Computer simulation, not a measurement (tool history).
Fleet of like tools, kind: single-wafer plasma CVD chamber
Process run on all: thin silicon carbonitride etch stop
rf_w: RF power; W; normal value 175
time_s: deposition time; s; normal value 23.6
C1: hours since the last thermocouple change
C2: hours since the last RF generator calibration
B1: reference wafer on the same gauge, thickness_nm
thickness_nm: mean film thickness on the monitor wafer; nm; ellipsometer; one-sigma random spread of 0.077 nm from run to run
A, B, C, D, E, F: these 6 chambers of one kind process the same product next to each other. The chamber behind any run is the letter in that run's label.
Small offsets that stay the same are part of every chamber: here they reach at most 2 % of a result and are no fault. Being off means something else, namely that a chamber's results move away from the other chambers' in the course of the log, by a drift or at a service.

run 1C day=0.233 | rf_w=175 time_s=23.6 | C1=1120.5 C2=29.6 | B1=12.804 | thickness_nm=12.704
run 2A day=0.438 | rf_w=175 time_s=23.6 | C1=67.9 C2=318.1 | B1=12.798 | thickness_nm=12.828
run 3B day=0.662 | rf_w=175 time_s=23.6 | C1=866.8 C2=1580.1 | B1=12.800 | thickness_nm=12.812
run 4D day=0.908 | rf_w=175 time_s=23.6 | C1=800.4 C2=379.6 | B1=12.797 | thickness_nm=12.893
run 5E day=1.117 | rf_w=175 time_s=23.6 | C1=1518.7 C2=716.2 | B1=12.810 | thickness_nm=12.771
run 6F day=1.517 | rf_w=175 time_s=23.6 | C1=1692.4 C2=613.3 | B1=12.786 | thickness_nm=13.059
run 7F day=1.812 | rf_w=175 time_s=25.8 | C1=1699.5 C2=620.4 | B1=12.806 | thickness_nm=14.015
run 8C day=2.233 | rf_w=175 time_s=25.8 | C1=1168.5 C2=77.6 | B1=12.797 | thickness_nm=13.864
run 9D day=2.546 | rf_w=175 time_s=25.8 | C1=839.7 C2=418.9 | B1=12.798 | thickness_nm=14.151
run 10A day=2.950 | rf_w=175 time_s=25.8 | C1=128.2 C2=378.4 | B1=12.772 | thickness_nm=14.077
run 11E day=3.267 | rf_w=175 time_s=25.8 | C1=1570.3 C2=767.8 | B1=12.778 | thickness_nm=14.089
run 12B day=3.571 | rf_w=175 time_s=25.8 | C1=936.6 C2=1649.9 | B1=12.794 | thickness_nm=14.035
run 13D day=3.833 | rf_w=175 time_s=23.6 | C1=870.6 C2=449.8 | B1=12.795 | thickness_nm=12.888
run 14E day=4.146 | rf_w=175 time_s=23.6 | C1=1591.4 C2=788.9 | B1=12.817 | thickness_nm=12.751
run 15C day=4.542 | rf_w=175 time_s=23.6 | C1=1223.9 C2=133.0 | B1=12.809 | thickness_nm=12.842
run 16A day=4.879 | rf_w=175 time_s=23.6 | C1=174.5 C2=424.7 | B1=12.801 | thickness_nm=12.953
run 17B day=5.288 | rf_w=175 time_s=23.6 | C1=977.8 C2=1691.1 | B1=12.789 | thickness_nm=12.809
run 18F day=5.658 | rf_w=175 time_s=23.6 | C1=1791.8 C2=712.7 | B1=12.809 | thickness_nm=13.040
run 19C day=5.900 | rf_w=175 time_s=23.6 | C1=1256.5 C2=165.6 | B1=12.809 | thickness_nm=12.726
run 20E day=6.167 | rf_w=175 time_s=23.6 | C1=1639.9 C2=837.4 | B1=12.810 | thickness_nm=12.736
run 21D day=6.367 | rf_w=175 time_s=23.6 | C1=931.4 C2=510.6 | B1=12.790 | thickness_nm=12.871
run 22F day=6.571 | rf_w=175 time_s=23.6 | C1=1813.7 C2=734.6 | B1=12.795 | thickness_nm=12.984
run 23B day=6.804 | rf_w=145 time_s=23.6 | C1=1014.2 C2=1727.5 | B1=12.814 | thickness_nm=12.226
run 24A day=7.212 | rf_w=145 time_s=23.6 | C1=230.5 C2=480.7 | B1=12.789 | thickness_nm=12.141
run 25E day=7.529 | rf_w=145 time_s=23.6 | C1=1672.6 C2=870.1 | B1=12.810 | thickness_nm=12.071
run 26F day=7.746 | rf_w=145 time_s=23.6 | C1=1841.9 C2=762.8 | B1=12.806 | thickness_nm=12.228
run 27A day=8.138 | rf_w=145 time_s=23.6 | C1=252.7 C2=502.9 | B1=12.790 | thickness_nm=12.230
run 28B day=8.433 | rf_w=145 time_s=23.6 | C1=1053.3 C2=1766.6 | B1=12.804 | thickness_nm=12.100
run 29C day=8.762 | rf_w=175 time_s=23.6 | C1=1325.2 C2=234.3 | B1=12.808 | thickness_nm=12.641
run 30D day=9.046 | rf_w=175 time_s=23.6 | C1=995.7 C2=574.9 | B1=12.789 | thickness_nm=12.826
run 31F day=9.246 | rf_w=175 time_s=23.6 | C1=1877.9 C2=798.8 | B1=12.806 | thickness_nm=12.948
run 32C day=9.567 | rf_w=175 time_s=23.6 | C1=1344.5 C2=253.6 | B1=12.793 | thickness_nm=12.656
run 33E day=9.825 | rf_w=175 time_s=23.6 | C1=1727.7 C2=925.2 | B1=12.802 | thickness_nm=12.741
run 34A day=10.146 | rf_w=150 time_s=25.3 | C1=300.9 C2=551.1 | B1=12.806 | thickness_nm=13.245
run 35D day=10.492 | rf_w=150 time_s=25.3 | C1=1030.4 C2=609.6 | B1=12.807 | thickness_nm=13.222
run 36B day=10.796 | rf_w=150 time_s=25.3 | C1=1110.0 C2=1823.3 | B1=12.801 | thickness_nm=13.028
run 37A day=10.996 | rf_w=150 time_s=25.3 | C1=321.3 C2=571.5 | B1=12.806 | thickness_nm=13.229
run 38B day=11.404 | rf_w=150 time_s=25.3 | C1=1124.6 C2=1837.9 | B1=12.799 | thickness_nm=13.071
run 39D day=11.612 | rf_w=150 time_s=25.3 | C1=1057.3 C2=636.5 | B1=12.793 | thickness_nm=13.290
run 40F day=11.817 | rf_w=175 time_s=23.6 | C1=1939.6 C2=860.5 | B1=12.800 | thickness_nm=12.974
run 41C day=12.117 | rf_w=175 time_s=23.6 | C1=1405.7 C2=314.8 | B1=12.793 | thickness_nm=12.658
run 42E day=12.458 | rf_w=175 time_s=23.6 | C1=1790.9 C2=988.4 | B1=12.806 | thickness_nm=12.794
run 43F day=12.742 | rf_w=175 time_s=23.6 | C1=1961.8 C2=882.7 | B1=12.786 | thickness_nm=12.943
run 44B day=13.129 | rf_w=160 time_s=23.6 | C1=1166.0 C2=1879.3 | B1=12.810 | thickness_nm=12.425

All chambers now run identical settings, listed one chamber a line with results as question marks. What results will each chamber show?
run 45A day=13.446 | rf_w=175 time_s=26.0 | thickness_nm=?
run 45B day=13.446 | rf_w=175 time_s=26.0 | thickness_nm=?
run 45C day=13.446 | rf_w=175 time_s=26.0 | thickness_nm=?
run 45D day=13.446 | rf_w=175 time_s=26.0 | thickness_nm=?
run 45E day=13.446 | rf_w=175 time_s=26.0 | thickness_nm=?
run 45F day=13.446 | rf_w=175 time_s=26.0 | thickness_nm=?

run=45A thickness_nm=14.067
run=45B thickness_nm=14.127
run=45C thickness_nm=13.957
run=45D thickness_nm=14.113
run=45E thickness_nm=14.116
run=45F thickness_nm=14.197
